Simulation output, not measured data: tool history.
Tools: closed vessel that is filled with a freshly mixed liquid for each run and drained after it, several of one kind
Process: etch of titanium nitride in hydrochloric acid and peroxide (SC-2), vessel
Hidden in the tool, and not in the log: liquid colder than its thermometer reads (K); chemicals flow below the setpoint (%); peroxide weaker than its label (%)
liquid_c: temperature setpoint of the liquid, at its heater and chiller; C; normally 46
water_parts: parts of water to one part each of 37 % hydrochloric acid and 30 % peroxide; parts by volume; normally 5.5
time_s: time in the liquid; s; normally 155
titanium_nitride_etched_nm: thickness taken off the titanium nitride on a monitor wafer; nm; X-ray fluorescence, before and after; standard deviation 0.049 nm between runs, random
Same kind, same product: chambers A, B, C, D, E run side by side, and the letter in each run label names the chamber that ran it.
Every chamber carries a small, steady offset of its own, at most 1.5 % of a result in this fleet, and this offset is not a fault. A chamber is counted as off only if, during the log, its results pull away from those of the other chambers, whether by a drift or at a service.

run   hour  liquid_c  water_parts  time_s  hours since the thermometer was replaced  hours since the chemicals flow meter was replaced  hours since the drum of peroxide was connected  read-back film thickness of the titanium nitride reference wafer, read on the same gauge (nm)  titanium_nitride_etched_nm
 1C    4.8        46          5.5     155                                    2411.1                                             1247.8                                           264.2                                                                                         79.979                      6.4225
 2E    8.6        46          5.5     155                                     740.6                                              624.8                                           613.6                                                                                         80.001                      6.2795
 3A   13.9        46          5.5     155                                    2600.4                                              613.7                                           445.6                                                                                             80                      6.3732
 4D   18.8        46          5.5     155                                     619.3                                             1019.8                                           605.8                                                                                         79.983                      6.3569
 5B   21.4        46          5.5     155                                    1150.3                                                427                                           420.4                                                                                         79.994                      6.4386
 6D   24.7        46          5.5     155                                     625.2                                             1025.7                                           611.7                                                                                         79.998                       6.255
 7C   30.1      40.5          5.5     190                                    2436.4                                             1273.1                                           289.5                                                                                         80.004                      5.2941
 8E     35      40.5          5.5     190                                       767                                              651.2                                             640                                                                                         79.996                      5.2645
 9B     39      40.5          5.5     190                                    1167.9                                              444.6                                             438                                                                                         79.994                      5.4148
10A   42.5      40.5          5.5     190                                      2629                                              642.3                                           474.2                                                                                         79.991                      5.4401
11C   46.7      40.5          5.5     190                                      2453                                             1289.7                                           306.1                                                                                         79.992                      5.3523
12E   50.2        46          5.5     155                                     782.2                                              666.4                                           655.2                                                                                         79.996                       6.278
      51.4  -- chamber C: new drum of peroxide connected
13D     53      50.5          5.5     155                                     653.5                                               1054                                             640                                                                                         79.993                      8.6275
14B   56.6      50.5          5.5     155                                    1185.5                                              462.2                                           455.6                                                                                          80.02                      8.7039
15A   60.2      50.5          5.5     155                                    2646.7                                                660                                           491.9                                                                                         80.008                      8.7561
      62.4  -- chamber C: thermometer replaced
16D   63.7      50.5          5.5     155                                     664.2                                             1064.7                                           650.7                                                                                         80.004                      8.6082
17E   66.4      50.5          5.5     155                                     798.4                                              682.6                                           671.4                                                                                         80.016                      8.5455
18A   71.6        46          5.5     155                                    2658.1                                              671.4                                           503.3                                                                                         79.991                      6.4734
19C   74.6        46          4.5     155                                      12.3                                             1317.6                                            23.2                                                                                         80.009                      7.4001
20B   78.1        46          4.5     155                                      1207                                              483.7                                           477.1                                                                                         79.987                      7.3599
21B   82.8        46          4.5     155                                    1211.7                                              488.4                                           481.8                                                                                         80.026                      7.3862
22D   86.7        46          4.5     155                                     687.2                                             1087.7                                           673.7                                                                                         80.005                      7.2466
23C   91.4        46          4.5     155                                      29.1                                             1334.4                                              40                                                                                         80.001                      7.4239
24A   95.9        46          5.5     155                                    2682.4                                              695.7                                           527.6                                                                                         80.006                       6.377
      97.9  -- chamber E: chemicals flow meter replaced
25E   98.4        46          5.5     155                                     830.4                                                0.6                                           703.4                                                                                         80.008                       6.147
26A  103.7        46          5.5     155                                    2690.2                                              703.5                                           535.4                                                                                         80.002                      6.4437
27C  109.3      42.5          5.5     185                                        47                                             1352.3                                            57.9                                                                                         80.014                      6.0293
28B    113      42.5          5.5     185                                    1241.9                                              518.6                                             512                                                                                         79.994                      6.0291
29D  117.4      42.5          5.5     185                                     717.9                                             1118.4                                           704.4                                                                                         80.011                      5.9083
30E  119.9      42.5          5.5     185                                     851.9                                               22.1                                           724.9                                                                                         80.007                      5.6253
31E  124.7      42.5          5.5     185                                     856.7                                               26.9                                           729.7                                                                                         79.983                       5.569
32D  129.7        46          5.5     155                                     730.2                                             1130.7                                           716.7                                                                                         80.006                       6.242
     131.7  -- chamber D: new drum of peroxide connected
33C  132.6        46          5.5     155                                      70.3                                             1375.6                                            81.2                                                                                         80.003                      6.3936
34B  137.7        46          5.5     155                                    1266.6                                              543.3                                           536.7                                                                                         79.993                      6.3642
35A  141.6        46          5.5     155                                    2728.1                                              741.4                                           573.3                                                                                         79.983                      6.4444
36A  146.9        46          5.5     155                                    2733.4                                              746.7                                           578.6                                                                                         79.996                      6.3872
37B  151.9        46          5.5     155                                    1280.8                                              557.5                                           550.9                                                                                         79.992                       6.344
38E  157.4        46          5.5     155                                     889.4                                               59.6                                           762.4                                                                                         79.988                      5.7634
39C  162.8        46          5.5     155                                     100.5                                             1405.8                                           111.4                                                                                         80.009                      6.4538
40D  165.3        46          5.5     155                                     765.8                                             1166.3                                            33.7                                                                                         80.019                      6.2899

Next, every chamber runs the same settings. What will each give?
41A  169.3        46          5.5     155                                                                                                                                                                                                                                                                       ?
41B  169.3        46          5.5     155                                                                                                                                                                                                                                                                       ?
41C  169.3        46          5.5     155                                                                                                                                                                                                                                                                       ?
41D  169.3        46          5.5     155                                                                                                                                                                                                                                                                       ?
41E  169.3        46          5.5     155                                                                                                                                                                                                                                                                       ?

run  titanium_nitride_etched_nm
41A                      6.3318
41B                      6.4942
41C                      6.3934
41D                       6.282
41E                      5.7711
